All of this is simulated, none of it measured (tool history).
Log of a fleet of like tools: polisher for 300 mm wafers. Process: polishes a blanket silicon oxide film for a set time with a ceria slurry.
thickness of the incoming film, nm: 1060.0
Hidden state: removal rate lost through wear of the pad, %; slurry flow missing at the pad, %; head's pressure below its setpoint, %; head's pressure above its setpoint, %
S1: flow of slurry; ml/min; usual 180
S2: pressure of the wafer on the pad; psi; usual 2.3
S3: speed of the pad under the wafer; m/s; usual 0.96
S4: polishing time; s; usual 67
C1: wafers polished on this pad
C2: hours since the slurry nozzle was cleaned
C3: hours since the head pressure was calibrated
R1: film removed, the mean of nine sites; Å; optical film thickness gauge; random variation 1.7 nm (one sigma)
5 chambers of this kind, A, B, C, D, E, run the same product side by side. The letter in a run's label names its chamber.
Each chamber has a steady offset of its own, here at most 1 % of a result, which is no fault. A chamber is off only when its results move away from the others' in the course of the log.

run	hour	S1	S2	S3	S4	C1	C2	C3	R1
1A	6.2	180	2.3	0.96	67	142	155.6	379.9	2271.7
2E	10.5	180	2.3	0.96	67	192	118.2	40.3	2227.8
3B	14.8	180	2.3	0.96	67	571	357.8	336.8	2237.4
4D	19.6	180	2.3	0.96	67	1030	643.7	345.1	2214.2
# hour 22.4: chamber D: slurry nozzle cleaned
# hour 24.7: chamber D: worn pad replaced by a new one
5C	26.2	180	2.3	0.96	67	387	134.3	76.4	2247.8
6B	30.7	180	2.3	0.96	67	671	373.7	352.7	2234.7
7E	37.4	180	1.7	1.08	67	362	145.1	67.2	1852.7
8C	43.5	180	1.7	1.08	67	496	151.6	93.7	1907
9A	48.6	180	1.7	1.08	67	410	198	422.3	1887.4
10D	52.6	180	1.7	1.08	67	176	30.3	378.1	1886.6
11A	56.7	180	1.7	1.08	67	462	206.1	430.4	1874.9
12B	61.4	180	2.6	0.96	79	866	404.4	383.4	2987.5
13D	66.2	180	2.6	0.96	79	263	43.9	391.7	3046.1
14E	70.1	180	2.6	0.96	79	569	177.8	99.9	2978.1
15C	74.8	180	2.6	0.96	79	694	182.9	125	2971.8
# hour 78.4: chamber B: worn pad replaced by a new one
16C	79.7	180	2.6	0.96	79	725	187.8	129.9	3012
17B	84.6	180	2.3	0.96	67	39	427.6	406.6	2218.8
18D	90.8	180	2.3	0.96	67	418	68.5	416.3	2233
19E	94.5	180	2.3	0.96	67	724	202.2	124.3	2205.3
20A	98.7	180	2.3	0.96	67	727	248.1	472.4	2286.1
21B	104.9	180	2.3	0.96	67	168	447.9	426.9	2230.4
# hour 108.8: chamber A: worn pad replaced by a new one
22E	110	180	2.3	0.96	67	822	217.7	139.8	2226.5
23D	113.8	180	2.3	0.96	67	564	91.5	439.3	2235.4
# hour 114.4: chamber E: worn pad replaced by a new one
24A	117	180	2.3	0.96	67	52	266.4	490.7	2258.2
# hour 118.5: chamber B: head pressure recalibrated
25C	122.7	180	2.3	0.96	67	998	230.8	172.9	2260.1
26E	126.1	180	2.3	0.96	67	74	233.8	155.9	2234
27C	132.9	180	2.3	0.64	88	1062	241	183.1	1996.7
28D	136.3	180	2.3	0.64	88	706	114	461.8	1967.2
29A	141.1	180	2.3	0.64	88	204	290.5	514.8	1966.8
30B	146.6	180	2.3	0.64	88	432	489.6	28.1	1934.6
31A	153.1	180	2.3	0.64	88	280	302.5	526.8	1979.7
32B	157.4	180	2.3	0.96	67	500	500.4	38.9	2248.1
33D	162.5	180	2.3	1.14	67	872	140.2	488	2697
34E	168.2	180	2.3	1.14	67	340	275.9	198	2639
# hour 174.2: chamber D: worn pad replaced by a new one
35C	174.5	180	2.3	1.14	67	1326	282.6	224.7	2671.4
36D	178	180	2.3	1.14	67	24	155.7	503.5	2650.6
37E	183	180	2.3	1.14	67	434	290.7	212.8	2650.3
# hour 189.2: chamber C: worn pad replaced by a new one
38C	189.7	180	2.3	0.96	67	3	297.8	239.9	2257.4
39B	195.1	180	2.3	0.96	67	739	538.1	76.6	2211.3
40A	199.4	180	2.3	0.96	67	573	348.8	573.1	2254.5

Next, every chamber runs the same settings. What will each give?
41A	204.7	180	2.3	0.96	56				?
41B	204.7	180	2.3	0.96	56				?
41C	204.7	180	2.3	0.96	56				?
41D	204.7	180	2.3	0.96	56				?
41E	204.7	180	2.3	0.96	56				?

run	R1
41A	1894
41B	1876.8
41C	1869.4
41D	1890.9
41E	1866.4
